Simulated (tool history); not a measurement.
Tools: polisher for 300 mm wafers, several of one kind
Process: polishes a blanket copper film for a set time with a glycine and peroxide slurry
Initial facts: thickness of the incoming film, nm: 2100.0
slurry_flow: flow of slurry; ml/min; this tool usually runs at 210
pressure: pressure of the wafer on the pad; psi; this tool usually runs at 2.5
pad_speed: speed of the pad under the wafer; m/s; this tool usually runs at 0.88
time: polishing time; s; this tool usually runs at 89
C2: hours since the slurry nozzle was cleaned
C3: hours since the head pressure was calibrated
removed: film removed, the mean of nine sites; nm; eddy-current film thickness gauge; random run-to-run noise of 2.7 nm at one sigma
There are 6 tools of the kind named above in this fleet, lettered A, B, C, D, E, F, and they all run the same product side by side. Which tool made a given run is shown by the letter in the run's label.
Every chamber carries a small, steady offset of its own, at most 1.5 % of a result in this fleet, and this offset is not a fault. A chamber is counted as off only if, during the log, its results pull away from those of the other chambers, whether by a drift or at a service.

At hour 2: chamber B: worn pad replaced by a new one.
Run 1F, hour 7.9: usual settings; wafers polished on this pad 659; C2 341.6; C3 396.8. Result: removed 408.46 nm.
Run 2D, hour 12.8: usual settings; wafers polished on this pad 675; C2 253.6; C3 152.3. Result: removed 409.48 nm.
Run 3A, hour 17.8: usual settings; wafers polished on this pad 477; C2 129.4; C3 736.7. Result: removed 408.47 nm.
At hour 21.2: chamber C: worn pad replaced by a new one.
Run 4E, hour 22.9: usual settings; wafers polished on this pad 732; C2 402.6; C3 300.1. Result: removed 411.76 nm.
Run 5C, hour 31.6: usual settings; wafers polished on this pad 85; C2 234.9; C3 930.2. Result: removed 411.98 nm.
Run 6B, hour 37.5: usual settings; wafers polished on this pad 289; C2 348.7; C3 481. Result: removed 411.7 nm.
Run 7C, hour 47.2: usual settings but time 112 s; wafers polished on this pad 211; C2 250.5; C3 945.8. Result: removed 517.93 nm.
At hour 47.3: chamber F: worn pad replaced by a new one.
Run 8A, hour 56: usual settings but time 112 s; wafers polished on this pad 787; C2 167.6; C3 774.9. Result: removed 515.46 nm.
At hour 65.6: chamber C: head pressure recalibrated.
Run 9F, hour 65.9: usual settings but time 112 s; wafers polished on this pad 151; C2 399.6; C3 454.8. Result: removed 515.18 nm.
Run 10E, hour 71: usual settings but time 112 s; wafers polished on this pad 1122; C2 450.7; C3 348.2. Result: removed 515.78 nm.
Run 11D, hour 77.6: usual settings but time 112 s; wafers polished on this pad 1201; C2 318.4; C3 217.1. Result: removed 513.32 nm.
Run 12B, hour 86.4: usual settings but time 112 s; wafers polished on this pad 686; C2 397.6; C3 529.9. Result: removed 506.31 nm.
At hour 94.2: chamber B: worn pad replaced by a new one.
Run 13A, hour 97.3: usual settings; wafers polished on this pad 1122; C2 208.9; C3 816.2. Result: removed 412.08 nm.
At hour 101.5: chamber A: worn pad replaced by a new one.
At hour 101.8: chamber B: slurry nozzle cleaned.
At hour 105.1: chamber E: slurry nozzle cleaned.
Run 14D, hour 105.2: usual settings but slurry_flow 235 ml/min, time 72 s; wafers polished on this pad 1426; C2 346; C3 244.7. Result: removed 341.15 nm.
At hour 106.8: chamber E: worn pad replaced by a new one.
Run 15E, hour 116.1: usual settings but slurry_flow 235 ml/min, time 72 s; wafers polished on this pad 75; C2 11; C3 393.3. Result: removed 334.08 nm.
Run 16B, hour 122.5: usual settings but slurry_flow 235 ml/min, time 72 s; wafers polished on this pad 230; C2 20.7; C3 566. Result: removed 333.85 nm.
At hour 124.3: chamber D: worn pad replaced by a new one.
Run 17C, hour 127.5: usual settings but slurry_flow 235 ml/min, time 72 s; wafers polished on this pad 864; C2 330.8; C3 61.9. Result: removed 332.3 nm.
Run 18F, hour 133.7: usual settings but slurry_flow 235 ml/min, time 72 s; wafers polished on this pad 702; C2 467.4; C3 522.6. Result: removed 335.65 nm.
Run 19E, hour 139.1: usual settings but slurry_flow 235 ml/min, time 72 s; wafers polished on this pad 262; C2 34; C3 416.3. Result: removed 338.61 nm.
Run 20A, hour 145.3: usual settings; wafers polished on this pad 355; C2 256.9; C3 864.2. Result: removed 407.98 nm.
Run 21B, hour 153.5: usual settings; wafers polished on this pad 482; C2 51.7; C3 597. Result: removed 402.2 nm.
Run 22D, hour 161.4: usual settings but time 67 s; wafers polished on this pad 301; C2 402.2; C3 300.9. Result: removed 309.63 nm.
Run 23F, hour 171.6: usual settings but time 67 s; wafers polished on this pad 1010; C2 505.3; C3 560.5. Result: removed 304 nm.
Run 24C, hour 176.4: usual settings but time 67 s; wafers polished on this pad 1261; C2 379.7; C3 110.8. Result: removed 310.17 nm.
At hour 179.7: chamber B: worn pad replaced by a new one.
At hour 182.8: chamber F: worn pad replaced by a new one.
Run 25C, hour 186.4: usual settings but time 67 s; wafers polished on this pad 1342; C2 389.7; C3 120.8. Result: removed 312.15 nm.
At hour 194: chamber D: head pressure recalibrated.
Run 26E, hour 196.9: usual settings but time 67 s; wafers polished on this pad 732; C2 91.8; C3 474.1. Result: removed 309.93 nm.
Run 27B, hour 203.8: usual settings but time 67 s; wafers polished on this pad 196; C2 102; C3 647.3. Result: removed 308.38 nm.
At hour 206.1: chamber C: worn pad replaced by a new one.
Run 28A, hour 208.7: usual settings but slurry_flow 145 ml/min, time 102 s; wafers polished on this pad 870; C2 320.3; C3 927.6. Result: removed 439.26 nm.
At hour 209.2: chamber A: slurry nozzle cleaned.
Run 29F, hour 215.6: usual settings but slurry_flow 145 ml/min, time 102 s; wafers polished on this pad 266; C2 549.3; C3 604.5. Result: removed 436.55 nm.
At hour 216.7: chamber A: worn pad replaced by a new one.
Run 30D, hour 221.6: usual settings but slurry_flow 145 ml/min, time 102 s; wafers polished on this pad 790; C2 462.4; C3 27.7. Result: removed 452.61 nm.
Run 31B, hour 229: usual settings but slurry_flow 145 ml/min, time 102 s; wafers polished on this pad 400; C2 127.2; C3 672.5. Result: removed 435.94 nm.
At hour 233.3: chamber C: slurry nozzle cleaned.
Run 32D, hour 235.1: usual settings but slurry_flow 145 ml/min, time 102 s; wafers polished on this pad 900; C2 475.9; C3 41.2. Result: removed 442.73 nm.
Run 33F, hour 242.9: usual settings but slurry_flow 145 ml/min, time 102 s; wafers polished on this pad 488; C2 576.6; C3 631.8. Result: removed 428.47 nm.
Run 34C, hour 253.5: usual settings; wafers polished on this pad 385; C2 20.3; C3 187.9. Result: removed 411.26 nm.
At hour 258.5: chamber B: worn pad replaced by a new one.
Run 35A, hour 259.8: usual settings; wafers polished on this pad 350; C2 50.7; C3 978.7. Result: removed 411.57 nm.
Run 36E, hour 268.3: usual settings; wafers polished on this pad 1312; C2 163.2; C3 545.5. Result: removed 407.83 nm.
Run 37F, hour 275.6: usual settings; wafers polished on this pad 754; C2 609.3; C3 664.5. Result: removed 400.83 nm.
Run 38B, hour 282.1: usual settings; wafers polished on this pad 191; C2 180.3; C3 725.6. Result: removed 413.02 nm.
Run 39E, hour 292.5: usual settings; wafers polished on this pad 1508; C2 187.4; C3 569.7. Result: removed 410.35 nm.
At hour 297.2: chamber D: slurry nozzle cleaned.
Run 40D, hour 297.7: usual settings; wafers polished on this pad 1408; C2 0.5; C3 103.8. Result: removed 411.95 nm.
Run 41A, hour 305.8: usual settings but pad_speed 0.6 m/s, time 103 s; wafers polished on this pad 724; C2 96.7; C3 1024.7. Result: removed 349.91 nm.
Run 42C, hour 316.1: usual settings but pad_speed 0.6 m/s, time 103 s; wafers polished on this pad 894; C2 82.9; C3 250.5. Result: removed 357.21 nm.
Run 43C, hour 323.3: usual settings but pad_speed 0.6 m/s, time 103 s; wafers polished on this pad 952; C2 90.1; C3 257.7. Result: removed 358.33 nm.
Run 44B, hour 334.1: usual settings but pad_speed 0.6 m/s, time 103 s; wafers polished on this pad 614; C2 232.3; C3 777.6. Result: removed 349.67 nm.

Each of the 6 chambers runs these same settings next. Fill in every chamber's results:
Run 45A, hour 342: usual settings. Result: removed ?.
Run 45B, hour 342: usual settings. Result: removed ?.
Run 45C, hour 342: usual settings. Result: removed ?.
Run 45D, hour 342: usual settings. Result: removed ?.
Run 45E, hour 342: usual settings. Result: removed ?.
Run 45F, hour 342: usual settings. Result: removed ?.

run  removed
45A   405.69
45B   405.66
45C   409.07
45D   408.19
45E   408.57
45F   392.93
